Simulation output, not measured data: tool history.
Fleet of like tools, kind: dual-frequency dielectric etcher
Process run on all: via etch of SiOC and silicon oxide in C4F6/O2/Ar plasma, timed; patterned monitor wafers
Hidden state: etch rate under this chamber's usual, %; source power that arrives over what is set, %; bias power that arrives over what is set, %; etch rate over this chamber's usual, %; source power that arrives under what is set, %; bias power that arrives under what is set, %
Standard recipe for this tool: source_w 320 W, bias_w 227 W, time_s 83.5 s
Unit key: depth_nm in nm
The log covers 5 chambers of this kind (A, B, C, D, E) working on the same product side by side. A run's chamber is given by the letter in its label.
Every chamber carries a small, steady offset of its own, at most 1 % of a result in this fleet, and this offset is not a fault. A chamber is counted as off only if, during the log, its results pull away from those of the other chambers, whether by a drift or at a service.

run    day  source_w  bias_w  time_s  hours since the last wet clean  hours since the last source power generator calibration  hours since the last bias power generator calibration  read-back reference wafer on the same gauge, depth_nm  depth_nm
 1E  0.246       320     227    83.5                           412.3                                                    805.2                                                 4146.3                                                 76.596    92.735
 2C  0.512       320     227    83.5                           150.6                                                    552.4                                                  282.4                                                  76.57    93.962
 3A  0.712       320     227    83.5                             343                                                   1837.4                                                 1922.5                                                 76.596    92.508
 4D  0.979       320     227    83.5                           288.2                                                   2254.3                                                 3135.9                                                  76.58    93.494
 5B  1.117       320     227    83.5                              72                                                   2300.9                                                  122.5                                                 76.608    93.533
 6B  1.325       320     227    83.5                              77                                                   2305.9                                                  127.5                                                 76.569    93.466
 7A   1.45       320     227    83.5                           360.7                                                   1855.1                                                 1940.2                                                 76.589    92.391
 8C  1.625       320     227    83.5                           177.3                                                    579.1                                                  309.1                                                 76.626    93.797
 9E  1.854       320     227    83.5                           450.9                                                    843.8                                                 4184.9                                                 76.594     92.68
     1.975  -- chamber D: wet clean of the chamber
10D  1.988       320     227    83.5                             0.4                                                   2278.5                                                 3160.1                                                 76.578    93.579
11E  2.133       320     227    83.5                           457.6                                                    850.5                                                 4191.6                                                 76.647    92.874
12B  2.379       320     227    83.5                           102.3                                                   2331.2                                                  152.8                                                 76.617    93.195
13A  2.571       320     227    83.5                           387.6                                                     1882                                                 1967.1                                                 76.619    92.616
14C  2.825       320     227    83.5                           206.1                                                    607.9                                                  337.9                                                 76.585    93.538
15D  2.954       320     227    83.5                            23.6                                                   2301.7                                                 3183.3                                                 76.577    93.178
     3.075  -- chamber A: bias power generator calibrated
16B  3.092       320     227    83.5                           119.4                                                   2348.3                                                  169.9                                                 76.571    93.519
17E  3.296       320     227    83.5                           485.5                                                    878.4                                                 4219.5                                                 76.578    92.228
18C  3.533       320     227    83.5                           223.1                                                    624.9                                                  354.9                                                 76.596     93.91
     3.708  -- chamber B: source power generator calibrated
19D  3.796       320     227    83.5                            43.8                                                   2321.9                                                 3203.5                                                 76.606    93.195
20A  4.062       320     227    83.5                           423.4                                                   1917.8                                                   23.8                                                 76.565    93.124
21D  4.258       320     227    83.5                            54.9                                                     2333                                                 3214.6                                                 76.619     92.98
22E    4.4       400     227    95.5                             512                                                    904.9                                                   4246                                                 76.578    115.04
23C  4.604       400     227    95.5                           248.8                                                    650.6                                                  380.6                                                 76.602    117.22
24A  4.875       400     227    95.5                           442.9                                                   1937.3                                                   43.3                                                 76.664    115.33
     5.033  -- chamber E: wet clean of the chamber
25B  5.138       400     227    95.5                           168.5                                                     34.3                                                    219                                                 76.643     114.2
26D  5.312       400     227    95.5                            80.2                                                   2358.3                                                 3239.9                                                  76.57    116.24
27B  5.504       320     227    83.5                           177.3                                                     43.1                                                  227.8                                                  76.59    91.426
28C  5.658       320     227    83.5                           274.1                                                    675.9                                                  405.9                                                 76.567    93.904
29E  5.817       320     227    83.5                            18.9                                                    938.9                                                   4280                                                 76.601    92.774
30A  6.012       320     227    83.5                           470.2                                                   1964.6                                                   70.6                                                  76.56    92.596
31E  6.171       320     227    83.5                            27.4                                                    947.4                                                 4288.5                                                 76.627    92.703

Read the log: is a single chamber off, either drifting away or since a service, is the gauge that measures every chamber drifting, or is nothing wrong beyond small per-chamber offsets? Name any odd chamber and what most likely caused it.

Chamber B came out of a service off from its peers and stayed that way.
What lies behind it: source power that arrives under what is set, % = 4.61.

Chamber B could run next with any of the 4 candidate recipes listed below; each alters the usual settings, and their results appear as question marks. Which one brings its results back in line with what the other chambers deliver on the usual settings?
In-line tolerance around the mean of the other chambers on the usual settings: depth_nm 0.75 nm
32B-1  6.367       320     238    83.5                                                                                                                                                                                                                ?
32B-2  6.367       320     225      81                                                                                                                                                                                                                ?
32B-3  6.367       320     226      82                                                                                                                                                                                                                ?
32B-4  6.367       350     227    83.5                                                                                                                                                                                                                ?

Usual-settings mean across the other chambers: depth_nm 93.183 nm
  run  depth_nm
32B-1    93.129
32B-2    88.616
32B-3    89.846
32B-4    94.758
32B-1 brings the chamber back in line.
